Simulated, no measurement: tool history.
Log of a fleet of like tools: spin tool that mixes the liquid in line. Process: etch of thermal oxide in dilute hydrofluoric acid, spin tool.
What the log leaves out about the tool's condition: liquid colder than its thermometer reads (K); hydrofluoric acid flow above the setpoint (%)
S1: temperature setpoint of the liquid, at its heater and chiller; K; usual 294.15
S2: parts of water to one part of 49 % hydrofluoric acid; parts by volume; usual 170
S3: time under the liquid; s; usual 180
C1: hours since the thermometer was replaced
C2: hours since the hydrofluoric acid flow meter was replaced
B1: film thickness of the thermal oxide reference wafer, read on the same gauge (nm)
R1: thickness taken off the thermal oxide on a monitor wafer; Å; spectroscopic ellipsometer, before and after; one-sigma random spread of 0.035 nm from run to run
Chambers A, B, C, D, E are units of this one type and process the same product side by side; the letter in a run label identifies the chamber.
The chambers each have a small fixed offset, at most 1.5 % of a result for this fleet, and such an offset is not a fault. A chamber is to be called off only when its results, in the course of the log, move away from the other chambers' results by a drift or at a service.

| run | hour | S1 | S2 | S3 | C1 | C2 | B1 | R1 |
|---|---|---|---|---|---|---|---|---|
| 1A | 5.9 | 294.15 | 170 | 180 | 245.2 | 2050.1 | 130.00 | 41.372 |
| 2C | 16.3 | 294.15 | 170 | 180 | 725.4 | 318.5 | 129.99 | 41.871 |
| 3B | 21.9 | 294.15 | 170 | 180 | 1594.8 | 26.5 | 129.99 | 41.128 |
| 4D | 31.7 | 294.15 | 170 | 180 | 1169.5 | 710.3 | 130.01 | 40.938 |
| 5E | 41.9 | 294.15 | 170 | 180 | 1135.0 | 637.1 | 129.97 | 41.142 |
| 6B | 51.5 | 297.65 | 95 | 180 | 1624.4 | 56.1 | 130.02 | 93.072 |
| 7E | 60.8 | 297.65 | 95 | 180 | 1153.9 | 656.0 | 130.00 | 92.239 |
| 8C | 66.1 | 297.65 | 95 | 180 | 775.2 | 368.3 | 130.00 | 91.665 |
| 9A | 71.5 | 297.65 | 95 | 180 | 310.8 | 2115.7 | 130.00 | 90.754 |
| 10D | 78.7 | 297.65 | 95 | 180 | 1216.5 | 757.3 | 130.00 | 90.347 |
| 11B | 86.3 | 294.15 | 170 | 180 | 1659.2 | 90.9 | 129.99 | 41.686 |
| 12C | 94.5 | 294.15 | 170 | 285 | 803.6 | 396.7 | 130.00 | 66.114 |
| 13A | 101.9 | 294.15 | 170 | 285 | 341.2 | 2146.1 | 130.01 | 64.296 |
| 14D | 107.1 | 294.15 | 170 | 285 | 1244.9 | 785.7 | 130.00 | 65.334 |
| 15E | 114.2 | 294.15 | 170 | 285 | 1207.3 | 709.4 | 129.98 | 66.080 |
| 16E | 120.1 | 294.15 | 170 | 285 | 1213.2 | 715.3 | 130.01 | 66.197 |
| 17C | 131.3 | 294.15 | 170 | 180 | 840.4 | 433.5 | 130.00 | 41.456 |
| 18D | 139.2 | 294.15 | 170 | 180 | 1277.0 | 817.8 | 130.00 | 40.561 |
| 19B | 149.5 | 294.15 | 170 | 180 | 1722.4 | 154.1 | 129.98 | 41.300 |
| 20A | 155.5 | 294.15 | 170 | 180 | 394.8 | 2199.7 | 130.01 | 41.406 |
| 21D | 163.7 | 294.15 | 170 | 180 | 1301.5 | 842.3 | 129.99 | 40.050 |
|  | 169.8 | chamber D: thermometer replaced |
| 22A | 174.2 | 294.15 | 170 | 180 | 413.5 | 2218.4 | 130.03 | 40.551 |
| 23C | 181.0 | 294.15 | 170 | 180 | 890.1 | 483.2 | 130.03 | 40.214 |
| 24B | 187.0 | 294.15 | 170 | 180 | 1759.9 | 191.6 | 130.01 | 41.698 |
| 25E | 196.9 | 294.15 | 170 | 180 | 1290.0 | 792.1 | 129.99 | 41.448 |
| 26B | 204.0 | 294.15 | 170 | 180 | 1776.9 | 208.6 | 130.02 | 42.001 |
| 27D | 214.3 | 298.15 | 115 | 180 | 44.6 | 892.9 | 130.00 | 75.145 |
| 28A | 222.1 | 298.15 | 115 | 180 | 461.4 | 2266.3 | 130.00 | 76.381 |
| 29C | 231.2 | 298.15 | 115 | 180 | 940.3 | 533.4 | 130.01 | 72.892 |
| 30E | 236.6 | 298.15 | 115 | 180 | 1329.7 | 831.8 | 129.99 | 75.999 |
| 31B | 243.7 | 298.15 | 115 | 180 | 1816.6 | 248.3 | 130.00 | 75.551 |
| 32A | 251.0 | 294.15 | 170 | 180 | 490.3 | 2295.2 | 130.01 | 40.964 |
| 33D | 261.8 | 294.15 | 170 | 180 | 92.1 | 940.4 | 129.99 | 40.621 |
| 34C | 271.2 | 291.15 | 170 | 260 | 980.3 | 573.4 | 130.00 | 49.313 |
| 35E | 279.6 | 291.15 | 170 | 260 | 1372.7 | 874.8 | 129.99 | 53.608 |
| 36E | 287.5 | 291.15 | 170 | 260 | 1380.6 | 882.7 | 130.00 | 52.876 |

All chambers now run identical settings, listed one chamber a line with results as question marks. What results will each chamber show?
| 37A | 295.6 | 294.15 | 170 | 180 |  |  |  | ? |
| 37B | 295.6 | 294.15 | 170 | 180 |  |  |  | ? |
| 37C | 295.6 | 294.15 | 170 | 180 |  |  |  | ? |
| 37D | 295.6 | 294.15 | 170 | 180 |  |  |  | ? |
| 37E | 295.6 | 294.15 | 170 | 180 |  |  |  | ? |

| run | R1 |
|---|---|
| 37A | 41.593 |
| 37B | 41.792 |
| 37C | 38.179 |
| 37D | 41.132 |
| 37E | 41.793 |
